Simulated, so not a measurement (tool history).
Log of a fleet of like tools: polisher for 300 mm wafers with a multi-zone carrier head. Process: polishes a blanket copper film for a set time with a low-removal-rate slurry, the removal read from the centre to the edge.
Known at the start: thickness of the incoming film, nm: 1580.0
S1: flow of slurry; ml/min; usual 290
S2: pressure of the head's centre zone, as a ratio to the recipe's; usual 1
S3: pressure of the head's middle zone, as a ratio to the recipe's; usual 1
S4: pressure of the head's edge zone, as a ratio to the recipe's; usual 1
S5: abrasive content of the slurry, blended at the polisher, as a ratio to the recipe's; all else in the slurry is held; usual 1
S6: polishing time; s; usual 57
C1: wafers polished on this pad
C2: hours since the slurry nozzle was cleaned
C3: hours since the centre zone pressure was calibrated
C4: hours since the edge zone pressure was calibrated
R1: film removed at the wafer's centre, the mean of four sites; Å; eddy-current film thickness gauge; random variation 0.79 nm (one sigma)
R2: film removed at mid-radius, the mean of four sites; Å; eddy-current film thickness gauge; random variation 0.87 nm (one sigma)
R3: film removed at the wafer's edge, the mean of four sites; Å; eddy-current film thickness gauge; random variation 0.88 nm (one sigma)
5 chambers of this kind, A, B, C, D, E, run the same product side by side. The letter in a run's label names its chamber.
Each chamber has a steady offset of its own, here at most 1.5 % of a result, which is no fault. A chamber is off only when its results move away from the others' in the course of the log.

run 1E day=0.358 | S1=290 S2=1 S3=1 S4=1 S5=1 S6=57 | C1=417 C2=44 C3=300.8 C4=203.8 | R1=1206.4 R2=1225 R3=1216.4
-- day=0.662 chamber E: worn pad replaced by a new one
run 2D day=0.688 | S1=290 S2=1 S3=1 S4=1 S5=1 S6=57 | C1=1136 C2=66.2 C3=48.4 C4=226.7 | R1=1227 R2=1228.4 R3=1215.2
run 3B day=1.029 | S1=290 S2=1 S3=1 S4=1 S5=1 S6=57 | C1=1127 C2=59.6 C3=473.1 C4=941.4 | R1=1225.2 R2=1240.7 R3=1245.8
-- day=1.408 chamber D: worn pad replaced by a new one
-- day=1.412 chamber B: worn pad replaced by a new one
run 4C day=1.433 | S1=290 S2=1 S3=1 S4=1 S5=1 S6=57 | C1=530 C2=540.8 C3=325 C4=878 | R1=1215.9 R2=1195 R3=1216
run 5A day=1.929 | S1=290 S2=1 S3=1 S4=1 S5=1 S6=57 | C1=620 C2=598.2 C3=492.5 C4=630 | R1=1200.8 R2=1210.4 R3=1218.7
-- day=2.038 chamber C: worn pad replaced by a new one
run 6D day=2.362 | S1=290 S2=1 S3=1 S4=1 S5=1 S6=57 | C1=234 C2=106.4 C3=88.6 C4=266.9 | R1=1209.7 R2=1227 R3=1222.1
run 7C day=2.654 | S1=290 S2=1 S3=1 S4=1 S5=1 S6=57 | C1=150 C2=570.1 C3=354.3 C4=907.3 | R1=1224.9 R2=1209.7 R3=1206.9
run 8E day=3.004 | S1=290 S2=1 S3=1 S4=1 S5=1 S6=57 | C1=573 C2=107.5 C3=364.3 C4=267.3 | R1=1188.4 R2=1214.8 R3=1205.3
-- day=3.333 chamber E: worn pad replaced by a new one
run 9A day=3.446 | S1=290 S2=1 S3=1 S4=1 S5=1 S6=57 | C1=991 C2=634.6 C3=528.9 C4=666.4 | R1=1215.3 R2=1203.7 R3=1191.8
-- day=3.642 chamber A: worn pad replaced by a new one
run 10B day=3.783 | S1=290 S2=1 S3=1 S4=1 S5=1 S6=57 | C1=580 C2=125.7 C3=539.2 C4=1007.5 | R1=1225 R2=1231.7 R3=1234.8
run 11A day=4.179 | S1=290 S2=1 S3=1 S4=1 S5=1 S6=57 | C1=131 C2=652.2 C3=546.5 C4=684 | R1=1219.2 R2=1227.7 R3=1201.8
run 12B day=4.408 | S1=290 S2=1 S3=1 S4=1 S5=1.2 S6=57 | C1=733 C2=140.7 C3=554.2 C4=1022.5 | R1=1265.6 R2=1268.6 R3=1276.8
-- day=4.712 chamber C: worn pad replaced by a new one
run 13D day=4.738 | S1=290 S2=1 S3=1 S4=1 S5=1.2 S6=57 | C1=815 C2=163.4 C3=145.6 C4=323.9 | R1=1270.8 R2=1277 R3=1265.5
run 14C day=5.2 | S1=290 S2=1 S3=1 S4=1 S5=1.2 S6=57 | C1=120 C2=631.2 C3=415.4 C4=968.4 | R1=1257 R2=1273 R3=1265.6
-- day=5.25 chamber C: edge zone pressure recalibrated
-- day=5.375 chamber E: worn pad replaced by a new one
-- day=5.621 chamber B: worn pad replaced by a new one
run 15E day=5.692 | S1=290 S2=1 S3=1 S4=1 S5=1.2 S6=57 | C1=77 C2=172 C3=428.8 C4=331.8 | R1=1268.2 R2=1270 R3=1268
run 16A day=6.15 | S1=290 S2=1 S3=1 S4=1 S5=1.2 S6=57 | C1=613 C2=699.5 C3=593.8 C4=731.3 | R1=1243.5 R2=1254.6 R3=1263.7
run 17D day=6.662 | S1=290 S2=1 S3=1 S4=1 S5=1 S6=57 | C1=1286 C2=209.6 C3=191.8 C4=370.1 | R1=1213.6 R2=1222.8 R3=1224.2
run 18B day=6.892 | S1=290 S2=1 S3=1 S4=1 S5=1 S6=57 | C1=310 C2=200.3 C3=613.8 C4=1082.1 | R1=1232.3 R2=1220.4 R3=1231.3
-- day=7.133 chamber D: worn pad replaced by a new one
run 19E day=7.342 | S1=290 S2=1 S3=1 S4=1 S5=1 S6=57 | C1=481 C2=211.6 C3=468.4 C4=371.4 | R1=1217.9 R2=1222.4 R3=1200.5
-- day=7.525 chamber C: worn pad replaced by a new one
-- day=7.733 chamber E: edge zone pressure recalibrated
run 20C day=7.838 | S1=290 S2=1 S3=1 S4=1 S5=1 S6=57 | C1=76 C2=694.5 C3=478.7 C4=62.2 | R1=1226.3 R2=1192.7 R3=1224.2
-- day=8.004 chamber E: worn pad replaced by a new one
run 21B day=8.112 | S1=290 S2=1 S3=1 S4=1 S5=1 S6=57 | C1=609 C2=229.6 C3=643.1 C4=1111.4 | R1=1226.4 R2=1239 R3=1232.5
-- day=8.262 chamber C: slurry nozzle cleaned
run 22C day=8.333 | S1=290 S2=1 S3=1 S4=1 S5=1 S6=57 | C1=197 C2=1.7 C3=490.6 C4=74.1 | R1=1211.3 R2=1201.9 R3=1217.4
-- day=8.383 chamber A: worn pad replaced by a new one
run 23E day=8.846 | S1=290 S2=1 S3=1 S4=1 S5=1 S6=57 | C1=206 C2=247.7 C3=504.5 C4=26.7 | R1=1235.9 R2=1216 R3=1203.1
run 24A day=9.321 | S1=290 S2=1 S3=1 S4=1 S5=1 S6=57 | C1=229 C2=775.6 C3=669.9 C4=807.4 | R1=1210.8 R2=1223.5 R3=1215.5
run 25D day=9.579 | S1=290 S2=1 S3=1 S4=1 S5=1 S6=57 | C1=598 C2=279.6 C3=261.8 C4=440.1 | R1=1219.3 R2=1244.7 R3=1200.3
-- day=9.775 chamber B: worn pad replaced by a new one
run 26B day=10.021 | S1=290 S2=1 S3=1 S4=1 S5=1 S6=57 | C1=61 C2=275.4 C3=688.9 C4=1157.2 | R1=1215.6 R2=1222.9 R3=1240.2
-- day=10.029 chamber D: slurry nozzle cleaned
-- day=10.333 chamber C: worn pad replaced by a new one
run 27E day=10.375 | S1=290 S2=1 S3=1 S4=1 S5=1 S6=57 | C1=580 C2=284.4 C3=541.2 C4=63.4 | R1=1259.1 R2=1231.5 R3=1211
run 28A day=10.65 | S1=290 S2=1 S3=1 S4=0.89 S5=1 S6=57 | C1=555 C2=807.5 C3=701.8 C4=839.3 | R1=1194.8 R2=1194.2 R3=1133.8
run 29C day=10.967 | S1=290 S2=1 S3=1 S4=0.89 S5=1 S6=57 | C1=155 C2=64.9 C3=553.8 C4=137.3 | R1=1218.2 R2=1188.2 R3=1151.8
run 30D day=11.283 | S1=290 S2=1 S3=1 S4=0.89 S5=1 S6=57 | C1=1015 C2=30.2 C3=302.7 C4=481 | R1=1213.4 R2=1216 R3=1129.8
run 31C day=11.617 | S1=290 S2=1 S3=1 S4=0.89 S5=1 S6=57 | C1=314 C2=80.5 C3=569.4 C4=152.9 | R1=1211.4 R2=1209.4 R3=1137.3

Next, every chamber runs the same settings. What will each give?
run 32A day=11.983 | S1=290 S2=1 S3=1 S4=1 S5=1 S6=57 | R1=? R2=? R3=?
run 32B day=11.983 | S1=290 S2=1 S3=1 S4=1 S5=1 S6=57 | R1=? R2=? R3=?
run 32C day=11.983 | S1=290 S2=1 S3=1 S4=1 S5=1 S6=57 | R1=? R2=? R3=?
run 32D day=11.983 | S1=290 S2=1 S3=1 S4=1 S5=1 S6=57 | R1=? R2=? R3=?
run 32E day=11.983 | S1=290 S2=1 S3=1 S4=1 S5=1 S6=57 | R1=? R2=? R3=?

run=32A R1=1222.5 R2=1213 R3=1198.7
run=32B R1=1215.6 R2=1230.5 R3=1220.8
run=32C R1=1224.9 R2=1206.6 R3=1218.4
run=32D R1=1225.2 R2=1225.8 R3=1225.9
run=32E R1=1261.6 R2=1203.8 R3=1218.1

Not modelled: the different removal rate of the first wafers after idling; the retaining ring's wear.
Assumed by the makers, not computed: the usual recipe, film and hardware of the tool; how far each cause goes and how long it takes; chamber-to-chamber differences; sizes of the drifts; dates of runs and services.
